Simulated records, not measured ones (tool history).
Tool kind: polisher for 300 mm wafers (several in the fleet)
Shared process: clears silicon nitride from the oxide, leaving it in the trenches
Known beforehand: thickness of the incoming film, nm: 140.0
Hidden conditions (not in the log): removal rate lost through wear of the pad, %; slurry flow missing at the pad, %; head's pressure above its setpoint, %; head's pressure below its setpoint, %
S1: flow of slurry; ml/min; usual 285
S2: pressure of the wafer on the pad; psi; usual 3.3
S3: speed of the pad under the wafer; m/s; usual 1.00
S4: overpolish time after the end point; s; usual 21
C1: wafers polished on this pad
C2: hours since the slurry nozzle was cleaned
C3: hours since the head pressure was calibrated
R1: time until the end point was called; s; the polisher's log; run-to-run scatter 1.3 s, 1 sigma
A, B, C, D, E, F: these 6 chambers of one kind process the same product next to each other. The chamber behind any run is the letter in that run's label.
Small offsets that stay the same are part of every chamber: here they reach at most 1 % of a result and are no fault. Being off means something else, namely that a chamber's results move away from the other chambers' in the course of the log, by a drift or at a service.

| run | hour | S1 | S2 | S3 | S4 | C1 | C2 | C3 | R1 |
|---|---|---|---|---|---|---|---|---|---|
| 1C | 4.2 | 285 | 3.3 | 1.00 | 21 | 152 | 110.3 | 33.7 | 123.390 |
|  | 7.0 | chamber B: slurry nozzle cleaned |
| 2A | 8.1 | 285 | 3.3 | 1.00 | 21 | 82 | 106.2 | 1066.8 | 121.290 |
| 3E | 13.2 | 285 | 3.3 | 1.00 | 21 | 442 | 174.6 | 1374.0 | 122.560 |
|  | 16.4 | chamber B: worn pad replaced by a new one |
| 4F | 18.6 | 285 | 3.3 | 1.00 | 21 | 402 | 123.4 | 84.1 | 120.520 |
|  | 22.9 | chamber E: worn pad replaced by a new one |
| 5D | 23.6 | 285 | 3.3 | 1.00 | 21 | 440 | 82.2 | 566.0 | 122.610 |
|  | 28.2 | chamber A: head pressure recalibrated |
| 6B | 29.1 | 285 | 3.3 | 1.00 | 21 | 75 | 22.1 | 212.6 | 120.720 |
| 7E | 32.2 | 285 | 3.3 | 1.00 | 21 | 55 | 193.6 | 1393.0 | 121.210 |
| 8F | 36.1 | 285 | 3.3 | 1.00 | 21 | 506 | 140.9 | 101.6 | 122.530 |
| 9A | 39.6 | 285 | 3.3 | 1.00 | 21 | 270 | 137.7 | 11.5 | 122.670 |
| 10D | 45.2 | 225 | 3.3 | 1.00 | 21 | 568 | 103.8 | 587.6 | 125.670 |
| 11C | 50.6 | 225 | 3.3 | 1.00 | 21 | 428 | 156.7 | 80.1 | 128.060 |
| 12B | 54.6 | 225 | 3.3 | 1.00 | 21 | 227 | 47.6 | 238.1 | 125.060 |
|  | 55.0 | chamber F: worn pad replaced by a new one |
| 13A | 57.4 | 225 | 3.3 | 1.00 | 21 | 376 | 155.5 | 29.3 | 126.420 |
| 14D | 61.8 | 225 | 3.3 | 1.00 | 21 | 667 | 120.4 | 604.2 | 125.700 |
| 15C | 65.8 | 225 | 3.3 | 1.00 | 21 | 519 | 171.9 | 95.3 | 127.140 |
| 16F | 68.8 | 285 | 3.3 | 1.00 | 21 | 82 | 173.6 | 134.3 | 121.340 |
| 17B | 73.4 | 285 | 3.3 | 1.24 | 21 | 339 | 66.4 | 256.9 | 98.655 |
| 18E | 76.7 | 285 | 3.3 | 1.24 | 21 | 320 | 238.1 | 1437.5 | 101.230 |
| 19F | 80.1 | 285 | 3.3 | 1.24 | 21 | 149 | 184.9 | 145.6 | 95.962 |
| 20C | 82.8 | 285 | 3.3 | 1.24 | 21 | 620 | 188.9 | 112.3 | 99.637 |
|  | 84.4 | chamber D: worn pad replaced by a new one |
| 21E | 87.9 | 285 | 3.3 | 1.24 | 21 | 387 | 249.3 | 1448.7 | 98.185 |
| 22D | 93.1 | 285 | 3.3 | 1.24 | 21 | 51 | 151.7 | 635.5 | 98.635 |
| 23A | 96.2 | 285 | 3.3 | 1.00 | 21 | 606 | 194.3 | 68.1 | 123.920 |
|  | 97.1 | chamber E: slurry nozzle cleaned |
|  | 101.0 | chamber E: head pressure recalibrated |
| 24B | 101.8 | 285 | 3.3 | 1.00 | 21 | 508 | 94.8 | 285.3 | 123.030 |
|  | 102.1 | chamber A: worn pad replaced by a new one |
|  | 104.9 | chamber C: worn pad replaced by a new one |
| 25A | 106.0 | 285 | 2.6 | 1.00 | 21 | 23 | 204.1 | 77.9 | 154.080 |
| 26F | 108.6 | 285 | 2.6 | 1.00 | 21 | 319 | 213.4 | 174.1 | 153.580 |
| 27C | 114.0 | 285 | 2.6 | 1.00 | 21 | 54 | 220.1 | 143.5 | 156.530 |
|  | 116.1 | chamber E: worn pad replaced by a new one |
| 28D | 118.1 | 285 | 2.6 | 1.00 | 21 | 200 | 176.7 | 660.5 | 158.240 |
|  | 120.8 | chamber F: slurry nozzle cleaned |
| 29E | 122.1 | 285 | 2.6 | 1.00 | 21 | 35 | 25.0 | 21.1 | 169.170 |
| 30B | 124.8 | 285 | 2.6 | 1.00 | 21 | 645 | 117.8 | 308.3 | 156.370 |
| 31F | 129.3 | 285 | 2.3 | 1.00 | 9 | 442 | 8.6 | 194.8 | 174.000 |
| 32C | 133.7 | 285 | 2.3 | 1.00 | 9 | 171 | 239.8 | 163.2 | 176.950 |
| 33E | 137.9 | 285 | 2.3 | 1.00 | 9 | 129 | 40.8 | 36.9 | 189.680 |
| 34A | 143.5 | 285 | 2.3 | 1.00 | 9 | 246 | 241.6 | 115.4 | 176.700 |
| 35D | 148.0 | 285 | 2.3 | 1.00 | 9 | 378 | 206.6 | 690.4 | 176.410 |
| 36B | 150.7 | 285 | 2.3 | 1.00 | 9 | 799 | 143.7 | 334.2 | 175.760 |
| 37F | 155.2 | 285 | 3.3 | 1.00 | 21 | 596 | 34.5 | 220.7 | 119.710 |
| 38A | 160.2 | 285 | 3.3 | 1.00 | 21 | 345 | 258.3 | 132.1 | 121.950 |
| 39E | 163.6 | 285 | 3.3 | 1.00 | 21 | 282 | 66.5 | 62.6 | 135.250 |
| 40D | 166.7 | 330 | 3.3 | 1.00 | 21 | 489 | 225.3 | 709.1 | 121.690 |
| 41B | 171.3 | 330 | 3.3 | 1.00 | 21 | 922 | 164.3 | 354.8 | 122.290 |
| 42C | 176.0 | 330 | 3.3 | 1.00 | 21 | 423 | 282.1 | 205.5 | 119.790 |
| 43C | 181.4 | 330 | 3.3 | 1.00 | 21 | 455 | 287.5 | 210.9 | 121.750 |

Decide between three cases: one chamber stands off from its peers, the gauge reading all wafers drifts, or nothing is wrong past each chamber's small offset. Where a chamber is off, say which and what most likely put it there.

The work done on chamber E during a service left it standing apart from the others.
Most likely cause: head's pressure below its setpoint, % = 9.09.

Below are 4 candidate recipes for chamber E's next run, each the usual settings with a change, their results shown as question marks. Which of them brings E's results back in line with what the other chambers give on the usual settings?
Allowed miss from the other chambers' usual-settings mean, per result, to count as in line: R1 4.400 s
| 44E-1 | 185.5 | 290 | 3.3 | 1.18 | 21 |  |  |  | ? |
| 44E-2 | 185.5 | 285 | 3.0 | 0.92 | 21 |  |  |  | ? |
| 44E-3 | 185.5 | 285 | 3.5 | 1.04 | 21 |  |  |  | ? |
| 44E-4 | 185.5 | 285 | 3.3 | 0.90 | 21 |  |  |  | ? |

Mean of the other chambers on the usual settings: R1 122.550 s
| run | R1 |
|---|---|
| 44E-1 | 113.860 |
| 44E-2 | 160.360 |
| 44E-3 | 121.870 |
| 44E-4 | 149.060 |
44E-3 puts the chamber back in line with the other chambers.
